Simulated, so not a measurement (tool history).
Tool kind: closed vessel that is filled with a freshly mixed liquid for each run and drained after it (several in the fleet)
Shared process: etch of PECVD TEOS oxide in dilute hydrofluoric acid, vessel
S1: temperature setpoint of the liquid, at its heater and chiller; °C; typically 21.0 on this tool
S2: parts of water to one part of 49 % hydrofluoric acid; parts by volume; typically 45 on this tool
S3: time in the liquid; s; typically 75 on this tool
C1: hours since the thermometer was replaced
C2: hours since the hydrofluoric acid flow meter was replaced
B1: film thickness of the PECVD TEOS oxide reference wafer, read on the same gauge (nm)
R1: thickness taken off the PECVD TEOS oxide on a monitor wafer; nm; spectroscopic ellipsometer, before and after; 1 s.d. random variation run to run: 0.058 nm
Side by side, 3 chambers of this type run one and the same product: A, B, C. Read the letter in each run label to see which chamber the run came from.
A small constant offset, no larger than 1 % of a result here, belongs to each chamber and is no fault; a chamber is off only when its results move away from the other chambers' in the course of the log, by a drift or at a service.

run 1C hour=4.4 | S1=21.0 S2=45 S3=75 | C1=1299.5 C2=1625.1 | B1=79.979 | R1=19.086
run 2A hour=9.1 | S1=21.0 S2=45 S3=75 | C1=1279.5 C2=1302.6 | B1=80.011 | R1=18.943
run 3B hour=15.6 | S1=21.0 S2=45 S3=75 | C1=578.0 C2=1235.8 | B1=80.016 | R1=18.806
run 4C hour=18.6 | S1=21.0 S2=45 S3=75 | C1=1313.7 C2=1639.3 | B1=79.992 | R1=19.034
run 5B hour=24.4 | S1=21.0 S2=45 S3=75 | C1=586.8 C2=1244.6 | B1=80.017 | R1=18.895
run 6A hour=30.1 | S1=21.0 S2=45 S3=75 | C1=1300.5 C2=1323.6 | B1=79.992 | R1=18.976
run 7A hour=33.5 | S1=21.0 S2=45 S3=45 | C1=1303.9 C2=1327.0 | B1=79.980 | R1=11.421
run 8C hour=39.9 | S1=21.0 S2=45 S3=45 | C1=1335.0 C2=1660.6 | B1=79.976 | R1=11.453
run 9B hour=43.6 | S1=21.0 S2=45 S3=45 | C1=606.0 C2=1263.8 | B1=80.006 | R1=11.299
run 10A hour=47.7 | S1=21.0 S2=45 S3=75 | C1=1318.1 C2=1341.2 | B1=80.002 | R1=19.069
run 11B hour=52.2 | S1=21.0 S2=45 S3=55 | C1=614.6 C2=1272.4 | B1=80.006 | R1=13.865
run 12C hour=58.7 | S1=21.0 S2=45 S3=55 | C1=1353.8 C2=1679.4 | B1=79.998 | R1=13.925
run 13C hour=65.1 | S1=21.0 S2=45 S3=55 | C1=1360.2 C2=1685.8 | B1=80.006 | R1=13.939
run 14A hour=70.7 | S1=21.0 S2=45 S3=75 | C1=1341.1 C2=1364.2 | B1=79.987 | R1=18.990
run 15B hour=74.8 | S1=21.0 S2=45 S3=75 | C1=637.2 C2=1295.0 | B1=80.011 | R1=18.798
run 16B hour=78.4 | S1=21.0 S2=45 S3=75 | C1=640.8 C2=1298.6 | B1=79.978 | R1=18.789
run 17A hour=83.2 | S1=21.0 S2=45 S3=75 | C1=1353.6 C2=1376.7 | B1=80.023 | R1=18.979
run 18C hour=87.1 | S1=21.0 S2=45 S3=75 | C1=1382.2 C2=1707.8 | B1=80.026 | R1=19.080
-- hour=88.6 chamber B: thermometer replaced
run 19A hour=93.2 | S1=21.0 S2=45 S3=75 | C1=1363.6 C2=1386.7 | B1=79.982 | R1=19.086
run 20C hour=98.8 | S1=21.0 S2=45 S3=75 | C1=1393.9 C2=1719.5 | B1=80.003 | R1=18.964
run 21B hour=103.6 | S1=21.0 S2=45 S3=75 | C1=15.0 C2=1323.8 | B1=80.002 | R1=18.778
run 22A hour=109.5 | S1=21.0 S2=45 S3=75 | C1=1379.9 C2=1403.0 | B1=80.022 | R1=18.967
run 23B hour=112.5 | S1=21.0 S2=45 S3=75 | C1=23.9 C2=1332.7 | B1=80.011 | R1=18.852
run 24C hour=118.9 | S1=23.0 S2=45 S3=105 | C1=1414.0 C2=1739.6 | B1=80.010 | R1=29.044
run 25C hour=123.0 | S1=23.0 S2=45 S3=105 | C1=1418.1 C2=1743.7 | B1=80.010 | R1=28.796
run 26B hour=126.1 | S1=23.0 S2=45 S3=105 | C1=37.5 C2=1346.3 | B1=79.986 | R1=28.817
run 27A hour=129.4 | S1=21.0 S2=45 S3=75 | C1=1399.8 C2=1422.9 | B1=79.997 | R1=19.080
run 28C hour=135.5 | S1=21.0 S2=45 S3=75 | C1=1430.6 C2=1756.2 | B1=79.988 | R1=19.072
run 29B hour=138.9 | S1=21.0 S2=45 S3=75 | C1=50.3 C2=1359.1 | B1=80.016 | R1=18.908
run 30A hour=144.3 | S1=21.0 S2=45 S3=75 | C1=1414.7 C2=1437.8 | B1=80.029 | R1=19.037
run 31C hour=149.6 | S1=21.0 S2=45 S3=75 | C1=1444.7 C2=1770.3 | B1=79.993 | R1=19.120
run 32B hour=153.1 | S1=21.0 S2=45 S3=75 | C1=64.5 C2=1373.3 | B1=80.000 | R1=18.797
run 33A hour=156.0 | S1=21.0 S2=45 S3=75 | C1=1426.4 C2=1449.5 | B1=79.996 | R1=19.054
run 34C hour=159.6 | S1=21.0 S2=45 S3=75 | C1=1454.7 C2=1780.3 | B1=79.997 | R1=19.118
run 35B hour=163.9 | S1=21.0 S2=45 S3=75 | C1=75.3 C2=1384.1 | B1=80.000 | R1=18.855
run 36A hour=167.7 | S1=21.0 S2=45 S3=75 | C1=1438.1 C2=1461.2 | B1=79.994 | R1=18.979
run 37B hour=171.5 | S1=21.0 S2=45 S3=75 | C1=82.9 C2=1391.7 | B1=80.024 | R1=18.875
run 38C hour=174.8 | S1=21.0 S2=45 S3=75 | C1=1469.9 C2=1795.5 | B1=79.992 | R1=18.997
run 39A hour=178.0 | S1=21.0 S2=45 S3=75 | C1=1448.4 C2=1471.5 | B1=79.998 | R1=19.070
run 40C hour=182.6 | S1=17.5 S2=45 S3=50 | C1=1477.7 C2=1803.3 | B1=80.015 | R1=10.943
run 41B hour=187.3 | S1=17.5 S2=45 S3=50 | C1=98.7 C2=1407.5 | B1=80.025 | R1=10.783
run 42A hour=191.1 | S1=17.5 S2=45 S3=50 | C1=1461.5 C2=1484.6 | B1=80.008 | R1=10.899

Read the log: is a single chamber off, either drifting away or since a service, is the gauge that measures every chamber drifting, or is nothing wrong beyond small per-chamber offsets? Name any odd chamber and what most likely caused it.

Beyond each chamber's small constant offset nothing stands out, and the gauge stays steady.
